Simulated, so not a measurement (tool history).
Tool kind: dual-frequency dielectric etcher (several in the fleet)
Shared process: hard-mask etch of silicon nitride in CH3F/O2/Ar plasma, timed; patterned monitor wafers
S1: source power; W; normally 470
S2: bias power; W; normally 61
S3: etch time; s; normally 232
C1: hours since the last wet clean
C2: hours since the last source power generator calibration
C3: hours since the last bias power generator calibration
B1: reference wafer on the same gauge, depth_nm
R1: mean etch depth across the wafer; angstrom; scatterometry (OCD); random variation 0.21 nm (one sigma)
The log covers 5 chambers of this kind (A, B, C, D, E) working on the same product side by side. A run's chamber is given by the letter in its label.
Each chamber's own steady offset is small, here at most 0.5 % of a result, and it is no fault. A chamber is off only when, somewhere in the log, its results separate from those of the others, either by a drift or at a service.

run   hour   S1  S2     S3     C1      C2      C3      B1      R1
 1D     13  470  61    232  342.7   696.5  1849.8  145.96  1641.3
 2B   28.7  470  61    232  247.3   840.7  1677.3   145.9  1632.1
 3E   44.3  470  61    232   72.3  3083.8   119.5  145.91  1641.6
      46.6  -- chamber D: wet clean of the chamber
 4A   60.2  470  61    232  227.2  2849.2  2672.5  145.93  1637.7
 5C   72.7  470  61    232  173.9    4024  2396.2  145.86  1636.6
 6B   80.6  470  61    232  299.2   892.6  1729.2  145.87  1634.6
 7C   93.2  470  61    232  194.4  4044.5  2416.7  145.86  1636.7
 8E  104.4  470  61    232  132.4  3143.9   179.6  145.82  1637.9
 9A    112  470  61    232    279    2901  2724.3  145.85  1636.6
10D  126.9  470  61    232   80.4   810.4  1963.7  145.76    1640
11B  138.8  470  61    232  357.4   950.8  1787.4  145.74  1632.1
12C  152.1  470  61    232  253.3  4103.4  2475.6  145.79  1631.4
13D  166.9  470  61    232  120.4   850.4  2003.7  145.71  1635.6
14E  174.8  470  61    232  202.8  3214.3     250  145.79  1636.5
15A  184.8  470  61    232  351.8  2973.8  2797.1  145.66  1640.4
16B  195.8  470  61    232  414.4  1007.8  1844.4  145.68  1633.4
17C  205.9  470  61    232  307.1  4157.2  2529.4  145.64  1633.2
18D  220.5  470  61    232    174     904  2057.3  145.63  1637.1
19A  234.4  470  61    232  401.4  3023.4  2846.7  145.65  1635.3
     237.6  -- chamber A: wet clean of the chamber
20E  248.9  470  61    232  276.9  3288.4   324.1  145.58  1634.9
     252.5  -- chamber B: bias power generator calibrated
21D  257.3  470  61    232  210.8   940.8  2094.1  145.56  1634.3
     266.7  -- chamber C: wet clean of the chamber
22B  266.9  470  61    232  485.5  1078.9    14.4  145.55  1632.1
23E  280.4  470  61    232  308.4  3319.9   355.6  145.56  1635.6
     283.1  -- chamber C: source power generator calibrated
24C  288.9  470  61    232   22.3     5.9  2612.4  145.49  1630.4
25A  299.8  470  61    232   62.2  3088.8  2912.1  145.51  1636.1
26D  309.7  470  61    232  263.2   993.2  2146.5  145.48  1633.8
27C  316.8  470  61    232   50.2    33.8  2640.3  145.45  1632.4
28E  329.4  470  61    232  357.4  3368.9   404.6  145.48  1636.9
29A  337.2  470  61    232   99.6  3126.2  2949.5  145.45  1633.8
30B  344.2  470  61    232  562.8  1156.2    91.7  145.47  1626.6
31C  358.4  470  49  265.5   91.8    75.4  2681.9  145.42  1742.4
32E    369  470  49  265.5    397  3408.5   444.2  145.34  1745.9
     369.7  -- chamber B: wet clean of the chamber
33A  383.1  470  49  265.5  145.5  3172.1  2995.4  145.35    1744
     385.8  -- chamber E: source power generator calibrated
     388.2  -- chamber D: wet clean of the chamber
34D  392.9  470  49  265.5    4.7  1076.4  2229.7  145.39  1745.3
35B  403.2  470  49  265.5   33.5  1215.2   150.7  145.32  1741.2
36E  413.4  470  61    232  441.4    27.7   488.6  145.36  1632.5
37C  422.3  470  61    232  155.7   139.3  2745.8  145.31    1629
38B  437.6  470  61    232   67.9  1249.6   185.1   145.3  1629.7
39A  448.7  470  61    232  211.1  3237.7    3061  145.23  1632.3

Predict what each chamber gives when all 5 of them run the settings below next.
40A  460.1  470  61  232                   ?
40B  460.1  470  61  232                   ?
40C  460.1  470  61  232                   ?
40D  460.1  470  61  232                   ?
40E  460.1  470  61  232                   ?

run      R1
40A  1633.8
40B  1625.2
40C    1631
40D  1636.2
40E  1630.4
